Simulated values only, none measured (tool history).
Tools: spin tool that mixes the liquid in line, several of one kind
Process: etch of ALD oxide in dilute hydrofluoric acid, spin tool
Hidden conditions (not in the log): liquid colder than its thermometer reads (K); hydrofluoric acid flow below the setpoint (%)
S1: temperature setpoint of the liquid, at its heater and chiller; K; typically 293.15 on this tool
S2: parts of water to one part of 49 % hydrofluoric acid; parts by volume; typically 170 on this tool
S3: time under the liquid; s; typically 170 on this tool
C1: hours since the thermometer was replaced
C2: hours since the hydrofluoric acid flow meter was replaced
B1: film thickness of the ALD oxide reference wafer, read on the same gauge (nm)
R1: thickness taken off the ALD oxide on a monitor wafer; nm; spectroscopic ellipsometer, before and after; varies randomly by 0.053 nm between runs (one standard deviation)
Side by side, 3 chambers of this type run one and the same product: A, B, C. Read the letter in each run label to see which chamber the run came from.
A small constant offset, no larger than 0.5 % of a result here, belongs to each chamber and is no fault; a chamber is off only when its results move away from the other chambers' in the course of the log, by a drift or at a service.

Run 1A, hour 7.7: usual settings; C1 1724.9; C2 1869.3; B1 129.99. Result: R1 13.045 nm.
Run 2B, hour 14.9: usual settings; C1 29.3; C2 1273; B1 130.03. Result: R1 13.153 nm.
Run 3C, hour 22: usual settings; C1 961.9; C2 588.2; B1 130. Result: R1 13.002 nm.
Run 4B, hour 30.1: usual settings; C1 44.5; C2 1288.2; B1 129.99. Result: R1 13.031 nm.
Run 5A, hour 42.5: usual settings; C1 1759.7; C2 1904.1; B1 130.02. Result: R1 13.107 nm.
Run 6C, hour 49.7: usual settings but S3 85 s; C1 989.6; C2 615.9; B1 130.02. Result: R1 6.56 nm.
At hour 51.5: chamber A: hydrofluoric acid flow meter replaced.
Run 7C, hour 60.5: usual settings but S3 85 s; C1 1000.4; C2 626.7; B1 130. Result: R1 6.5149 nm.
Run 8A, hour 70.1: usual settings but S3 85 s; C1 1787.3; C2 18.6; B1 130. Result: R1 6.5517 nm.
Run 9B, hour 80: usual settings; C1 94.4; C2 1338.1; B1 129.98. Result: R1 13.026 nm.
Run 10B, hour 85.8: usual settings; C1 100.2; C2 1343.9; B1 130. Result: R1 13.134 nm.
Run 11A, hour 92.2: usual settings but S2 205 parts by volume; C1 1809.4; C2 40.7; B1 130.02. Result: R1 10.525 nm.
Run 12C, hour 103.3: usual settings but S2 205 parts by volume; C1 1043.2; C2 669.5; B1 129.98. Result: R1 10.466 nm.
Run 13A, hour 112.8: usual settings but S2 205 parts by volume; C1 1830; C2 61.3; B1 130.01. Result: R1 10.59 nm.
Run 14C, hour 120.3: usual settings; C1 1060.2; C2 686.5; B1 130. Result: R1 13.142 nm.
Run 15B, hour 126.1: usual settings; C1 140.5; C2 1384.2; B1 130.01. Result: R1 13.003 nm.
Run 16B, hour 136.7: usual settings but S2 240 parts by volume; C1 151.1; C2 1394.8; B1 129.99. Result: R1 8.5251 nm.
Run 17A, hour 146.5: usual settings but S2 240 parts by volume; C1 1863.7; C2 95; B1 130. Result: R1 8.7479 nm.
Run 18C, hour 155: usual settings but S2 240 parts by volume; C1 1094.9; C2 721.2; B1 130.01. Result: R1 8.6962 nm.
Run 19C, hour 167.5: usual settings; C1 1107.4; C2 733.7; B1 130.01. Result: R1 13.081 nm.
Run 20B, hour 173.1: usual settings; C1 187.5; C2 1431.2; B1 130. Result: R1 12.965 nm.
Run 21A, hour 182.9: usual settings but S2 205 parts by volume; C1 1900.1; C2 131.4; B1 129.98. Result: R1 10.487 nm.
Run 22C, hour 190.8: usual settings but S2 205 parts by volume; C1 1130.7; C2 757; B1 129.98. Result: R1 10.478 nm.
Run 23B, hour 199.6: usual settings but S2 205 parts by volume; C1 214; C2 1457.7; B1 130. Result: R1 10.327 nm.
Run 24A, hour 206.3: usual settings; C1 1923.5; C2 154.8; B1 130.02. Result: R1 13.24 nm.
Run 25A, hour 215.6: usual settings; C1 1932.8; C2 164.1; B1 130.01. Result: R1 13.25 nm.
Run 26C, hour 225.5: usual settings; C1 1165.4; C2 791.7; B1 130.02. Result: R1 13.217 nm.
Run 27B, hour 232: usual settings; C1 246.4; C2 1490.1; B1 130. Result: R1 12.805 nm.
Run 28C, hour 243.5: usual settings; C1 1183.4; C2 809.7; B1 130. Result: R1 13.062 nm.
Run 29A, hour 252.9: usual settings; C1 1970.1; C2 201.4; B1 130. Result: R1 13.124 nm.
Run 30B, hour 261.4: usual settings; C1 275.8; C2 1519.5; B1 129.99. Result: R1 12.693 nm.
Run 31B, hour 271.3: usual settings; C1 285.7; C2 1529.4; B1 129.98. Result: R1 12.686 nm.
Run 32C, hour 280.7: usual settings; C1 1220.6; C2 846.9; B1 129.99. Result: R1 13.228 nm.
At hour 287.2: chamber A: thermometer replaced.
Run 33A, hour 293.1: usual settings; C1 5.9; C2 241.6; B1 129.99. Result: R1 13.119 nm.
Run 34C, hour 300.2: usual settings; C1 1240.1; C2 866.4; B1 130.01. Result: R1 13.058 nm.
Run 35A, hour 311.3: usual settings but S2 220 parts by volume; C1 24.1; C2 259.8; B1 130.01. Result: R1 9.6775 nm.
Run 36B, hour 323.8: usual settings but S2 220 parts by volume; C1 338.2; C2 1581.9; B1 130. Result: R1 9.3903 nm.
Run 37C, hour 331.8: usual settings but S2 220 parts by volume; C1 1271.7; C2 898; B1 130.01. Result: R1 9.6687 nm.
Run 38A, hour 343.4: usual settings; C1 56.2; C2 291.9; B1 130.04. Result: R1 13.176 nm.
Run 39B, hour 353.9: usual settings; C1 368.3; C2 1612; B1 130.02. Result: R1 12.733 nm.
Run 40A, hour 365.2: usual settings but S1 291.15 K, S3 110 s; C1 78; C2 313.7; B1 130.02. Result: R1 7.8602 nm.
Run 41C, hour 375.3: usual settings but S1 291.15 K, S3 110 s; C1 1315.2; C2 941.5; B1 130.02. Result: R1 7.8058 nm.
Run 42B, hour 382.7: usual settings but S1 291.15 K, S3 110 s; C1 397.1; C2 1640.8; B1 130.01. Result: R1 7.5524 nm.
Run 43B, hour 392.5: usual settings; C1 406.9; C2 1650.6; B1 130.01. Result: R1 12.608 nm.
Run 44C, hour 400.5: usual settings; C1 1340.4; C2 966.7; B1 129.99. Result: R1 13.112 nm.

Next, all 3 chambers run the settings below, one line each with question marks for the results. What does each chamber give?
Run 45A, hour 409.7: usual settings but S3 270 s. Result: R1 ?.
Run 45B, hour 409.7: usual settings but S3 270 s. Result: R1 ?.
Run 45C, hour 409.7: usual settings but S3 270 s. Result: R1 ?.

run      R1
45A  20.868
45B  19.952
45C  20.729

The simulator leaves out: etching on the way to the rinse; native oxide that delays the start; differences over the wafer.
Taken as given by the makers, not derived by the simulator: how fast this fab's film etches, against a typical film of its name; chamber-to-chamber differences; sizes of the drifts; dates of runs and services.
